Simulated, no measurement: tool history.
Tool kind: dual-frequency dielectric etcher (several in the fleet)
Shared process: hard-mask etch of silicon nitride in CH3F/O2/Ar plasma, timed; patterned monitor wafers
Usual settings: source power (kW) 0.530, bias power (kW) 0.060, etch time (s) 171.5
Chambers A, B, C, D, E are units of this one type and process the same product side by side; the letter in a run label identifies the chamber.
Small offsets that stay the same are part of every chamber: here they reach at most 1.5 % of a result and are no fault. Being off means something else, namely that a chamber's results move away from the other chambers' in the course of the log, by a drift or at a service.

run	day	source power (kW)	bias power (kW)	etch time (s)	read-back reference wafer on the same gauge, depth_nm	mean etch depth across the wafer (Å)
1B	0.129	0.530	0.060	171.5	149.89	1259.8
2C	0.346	0.530	0.060	171.5	150.27	1265.9
3E	0.504	0.530	0.060	171.5	149.76	1259.4
# day 0.683: chamber B: bias power generator calibrated
4D	0.721	0.530	0.060	171.5	150.13	1246.8
5A	0.854	0.530	0.060	187.5	150.04	1369.5
6B	0.996	0.530	0.060	187.5	149.94	1383.8
7C	1.146	0.530	0.060	187.5	150.01	1396.7
8A	1.338	0.530	0.060	187.5	150.12	1369.6
9E	1.562	0.530	0.060	187.5	150.12	1368.0
10D	1.738	0.530	0.060	171.5	150.02	1248.7
11B	1.938	0.530	0.060	171.5	149.97	1257.3
12A	2.050	0.530	0.060	171.5	150.02	1257.1
13E	2.233	0.530	0.060	171.5	150.23	1260.0
14D	2.454	0.530	0.060	171.5	149.89	1236.7
15C	2.617	0.530	0.060	171.5	150.27	1277.5
16E	2.754	0.530	0.060	171.5	149.79	1238.4
17B	2.871	0.530	0.060	171.5	150.31	1258.5
18D	2.992	0.530	0.060	171.5	150.25	1248.5
19C	3.192	0.530	0.060	171.5	149.97	1288.2
20A	3.429	0.530	0.060	171.5	150.10	1259.3
21B	3.608	0.530	0.060	171.5	149.98	1273.7
22E	3.746	0.530	0.060	171.5	149.88	1245.8
23A	3.938	0.530	0.060	171.5	150.12	1278.7
24D	4.046	0.530	0.060	171.5	149.78	1259.1
25C	4.154	0.530	0.060	171.5	150.03	1305.6
26D	4.271	0.480	0.050	171.5	150.06	1127.9
27A	4.488	0.480	0.050	171.5	149.98	1146.8
28E	4.696	0.480	0.050	171.5	150.01	1138.2
29B	4.833	0.480	0.050	171.5	149.67	1147.7
30C	4.942	0.480	0.050	171.5	149.85	1186.0
31D	5.158	0.530	0.060	171.5	150.00	1253.1
32E	5.358	0.530	0.060	171.5	150.10	1238.5
33C	5.571	0.530	0.060	171.5	149.97	1319.3
34A	5.742	0.530	0.060	171.5	150.19	1246.0
35B	5.896	0.460	0.054	171.5	150.17	1149.7
# day 5.983: chamber D: source power generator calibrated
36C	6.129	0.460	0.054	171.5	150.10	1210.2
37D	6.350	0.460	0.054	171.5	149.92	1131.6
38B	6.554	0.460	0.054	171.5	150.21	1148.6
39A	6.783	0.460	0.054	171.5	149.83	1144.9
40E	6.983	0.530	0.060	171.5	149.84	1257.2
41C	7.196	0.530	0.060	171.5	150.33	1328.7
42A	7.342	0.530	0.060	171.5	149.87	1276.1

For the next run the whole fleet of 5 chambers uses the same settings. Give each chamber's results:
43A	7.517	0.530	0.060	144.5		?
43B	7.517	0.530	0.060	144.5		?
43C	7.517	0.530	0.060	144.5		?
43D	7.517	0.530	0.060	144.5		?
43E	7.517	0.530	0.060	144.5		?

run	mean etch depth across the wafer (Å)
43A	1050.2
43B	1072.5
43C	1130.3
43D	1056.7
43E	1051.3
